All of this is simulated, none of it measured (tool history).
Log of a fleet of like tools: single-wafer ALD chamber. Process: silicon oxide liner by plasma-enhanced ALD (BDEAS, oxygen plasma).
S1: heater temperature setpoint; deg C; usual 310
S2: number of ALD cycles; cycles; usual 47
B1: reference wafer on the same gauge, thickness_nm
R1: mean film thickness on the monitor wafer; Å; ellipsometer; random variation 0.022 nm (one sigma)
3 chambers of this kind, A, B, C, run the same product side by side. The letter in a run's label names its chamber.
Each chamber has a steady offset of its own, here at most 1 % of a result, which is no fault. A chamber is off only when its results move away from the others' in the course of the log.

run 1A day=0.275 | S1=310 S2=47 | B1=4.3395 | R1=43.422
run 2B day=0.533 | S1=310 S2=47 | B1=4.3390 | R1=43.249
run 3C day=0.742 | S1=310 S2=47 | B1=4.3440 | R1=43.502
run 4A day=1.117 | S1=310 S2=47 | B1=4.3403 | R1=43.474
run 5B day=1.388 | S1=310 S2=47 | B1=4.3359 | R1=43.202
run 6C day=1.675 | S1=310 S2=47 | B1=4.3387 | R1=42.728
run 7C day=1.838 | S1=310 S2=47 | B1=4.3396 | R1=43.395
run 8B day=2.062 | S1=310 S2=47 | B1=4.3335 | R1=42.699
run 9A day=2.275 | S1=296 S2=52 | B1=4.3354 | R1=49.686
run 10A day=2.579 | S1=296 S2=52 | B1=4.3416 | R1=49.456
run 11C day=2.804 | S1=296 S2=52 | B1=4.3372 | R1=48.781
run 12B day=3.017 | S1=310 S2=47 | B1=4.3416 | R1=42.936
run 13A day=3.383 | S1=310 S2=47 | B1=4.3396 | R1=43.545
run 14B day=3.696 | S1=310 S2=47 | B1=4.3329 | R1=43.144
run 15C day=4.046 | S1=310 S2=47 | B1=4.3438 | R1=43.015
run 16B day=4.317 | S1=310 S2=47 | B1=4.3392 | R1=43.106
run 17C day=4.529 | S1=310 S2=47 | B1=4.3451 | R1=43.180
run 18A day=4.838 | S1=310 S2=47 | B1=4.3449 | R1=43.058
run 19A day=5.079 | S1=310 S2=47 | B1=4.3449 | R1=43.401
run 20B day=5.425 | S1=310 S2=47 | B1=4.3380 | R1=43.443
run 21C day=5.808 | S1=318 S2=53 | B1=4.3344 | R1=47.739
run 22C day=6.083 | S1=318 S2=53 | B1=4.3330 | R1=47.889
run 23A day=6.329 | S1=318 S2=53 | B1=4.3387 | R1=48.506
run 24B day=6.546 | S1=320 S2=52 | B1=4.3346 | R1=47.119
run 25A day=6.738 | S1=320 S2=52 | B1=4.3407 | R1=47.587
run 26C day=7.033 | S1=320 S2=52 | B1=4.3391 | R1=46.764
run 27B day=7.296 | S1=310 S2=47 | B1=4.3375 | R1=43.235
run 28B day=7.508 | S1=310 S2=47 | B1=4.3387 | R1=43.271
run 29C day=7.879 | S1=310 S2=47 | B1=4.3406 | R1=43.128
run 30A day=8.154 | S1=310 S2=47 | B1=4.3351 | R1=43.293
run 31A day=8.533 | S1=310 S2=47 | B1=4.3412 | R1=43.652
run 32C day=8.879 | S1=310 S2=47 | B1=4.3415 | R1=42.869

What goes on in this fleet: one chamber off, a drifting gauge, or nothing beyond the chambers' own small offsets? Name the chamber and the cause, if any.

No chamber stands off beyond its own small offset, and the gauge holds steady.
